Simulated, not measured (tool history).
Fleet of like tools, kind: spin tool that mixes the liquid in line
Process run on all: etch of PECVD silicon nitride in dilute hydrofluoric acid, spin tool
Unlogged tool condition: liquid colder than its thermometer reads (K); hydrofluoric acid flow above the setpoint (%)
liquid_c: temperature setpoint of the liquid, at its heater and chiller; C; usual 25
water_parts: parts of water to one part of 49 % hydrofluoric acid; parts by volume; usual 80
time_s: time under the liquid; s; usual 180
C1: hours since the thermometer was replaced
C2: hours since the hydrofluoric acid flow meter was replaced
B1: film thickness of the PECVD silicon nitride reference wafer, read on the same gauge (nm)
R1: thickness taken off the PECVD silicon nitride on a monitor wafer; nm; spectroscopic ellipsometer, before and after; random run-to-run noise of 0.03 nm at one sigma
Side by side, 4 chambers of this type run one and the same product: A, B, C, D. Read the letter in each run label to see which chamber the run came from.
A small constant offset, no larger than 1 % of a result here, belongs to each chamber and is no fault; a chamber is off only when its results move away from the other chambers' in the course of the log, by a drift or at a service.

run 1C hour=3.4 | liquid_c=25 water_parts=80 time_s=180 | C1=248.4 C2=1241.9 | B1=140 | R1=7.8518
run 2A hour=7 | liquid_c=25 water_parts=80 time_s=180 | C1=504.9 C2=587.7 | B1=139.97 | R1=7.838
run 3D hour=10.4 | liquid_c=25 water_parts=80 time_s=180 | C1=1298.8 C2=987.6 | B1=140.01 | R1=7.9068
run 4B hour=13.1 | liquid_c=25 water_parts=80 time_s=180 | C1=1905.1 C2=390.8 | B1=140 | R1=7.8916
run 5A hour=16.4 | liquid_c=25 water_parts=80 time_s=180 | C1=514.3 C2=597.1 | B1=139.99 | R1=7.8861
run 6C hour=20 | liquid_c=25 water_parts=80 time_s=180 | C1=265 C2=1258.5 | B1=140.01 | R1=7.8854
-- hour=22.7 chamber D: hydrofluoric acid flow meter replaced
run 7D hour=23.2 | liquid_c=25 water_parts=80 time_s=180 | C1=1311.6 C2=0.6 | B1=140 | R1=7.8782
run 8B hour=27.6 | liquid_c=25 water_parts=80 time_s=180 | C1=1919.6 C2=405.3 | B1=139.98 | R1=7.8699
run 9C hour=31.5 | liquid_c=21.5 water_parts=80 time_s=180 | C1=276.5 C2=1270 | B1=139.99 | R1=6.2795
run 10B hour=35.8 | liquid_c=21.5 water_parts=80 time_s=180 | C1=1927.8 C2=413.5 | B1=139.99 | R1=6.2365
run 11A hour=38.8 | liquid_c=21.5 water_parts=80 time_s=180 | C1=536.7 C2=619.5 | B1=140.02 | R1=6.2155
run 12D hour=41.3 | liquid_c=21.5 water_parts=80 time_s=180 | C1=1329.7 C2=18.7 | B1=139.99 | R1=6.2589
run 13C hour=44.5 | liquid_c=25 water_parts=105 time_s=125 | C1=289.5 C2=1283 | B1=140.01 | R1=4.213
run 14A hour=49.4 | liquid_c=25 water_parts=105 time_s=125 | C1=547.3 C2=630.1 | B1=140 | R1=4.226
run 15B hour=54.3 | liquid_c=25 water_parts=105 time_s=125 | C1=1946.3 C2=432 | B1=139.98 | R1=4.1666
run 16D hour=58.1 | liquid_c=25 water_parts=105 time_s=125 | C1=1346.5 C2=35.5 | B1=140.01 | R1=4.1769
run 17A hour=60.7 | liquid_c=25 water_parts=80 time_s=180 | C1=558.6 C2=641.4 | B1=140.01 | R1=7.8831
run 18B hour=65.1 | liquid_c=25 water_parts=80 time_s=180 | C1=1957.1 C2=442.8 | B1=139.99 | R1=7.8699
run 19C hour=67.4 | liquid_c=25 water_parts=80 time_s=180 | C1=312.4 C2=1305.9 | B1=140.01 | R1=7.8675
run 20D hour=70.4 | liquid_c=25 water_parts=80 time_s=180 | C1=1358.8 C2=47.8 | B1=139.99 | R1=7.8695
run 21D hour=73.1 | liquid_c=25 water_parts=80 time_s=180 | C1=1361.5 C2=50.5 | B1=139.99 | R1=7.8947
run 22C hour=75.7 | liquid_c=25 water_parts=80 time_s=180 | C1=320.7 C2=1314.2 | B1=139.99 | R1=7.898
run 23B hour=78.3 | liquid_c=25 water_parts=80 time_s=240 | C1=1970.3 C2=456 | B1=140.02 | R1=10.465
run 24A hour=80.5 | liquid_c=25 water_parts=80 time_s=240 | C1=578.4 C2=661.2 | B1=140 | R1=10.485
run 25B hour=84.1 | liquid_c=25 water_parts=80 time_s=240 | C1=1976.1 C2=461.8 | B1=139.99 | R1=10.532
run 26C hour=88.4 | liquid_c=25 water_parts=80 time_s=240 | C1=333.4 C2=1326.9 | B1=139.99 | R1=10.605

Each of the 4 chambers runs these same settings next. Fill in every chamber's results:
run 27A hour=92 | liquid_c=25 water_parts=80 time_s=180 | R1=?
run 27B hour=92 | liquid_c=25 water_parts=80 time_s=180 | R1=?
run 27C hour=92 | liquid_c=25 water_parts=80 time_s=180 | R1=?
run 27D hour=92 | liquid_c=25 water_parts=80 time_s=180 | R1=?

run=27A R1=7.8601
run=27B R1=7.8349
run=27C R1=7.9355
run=27D R1=7.913

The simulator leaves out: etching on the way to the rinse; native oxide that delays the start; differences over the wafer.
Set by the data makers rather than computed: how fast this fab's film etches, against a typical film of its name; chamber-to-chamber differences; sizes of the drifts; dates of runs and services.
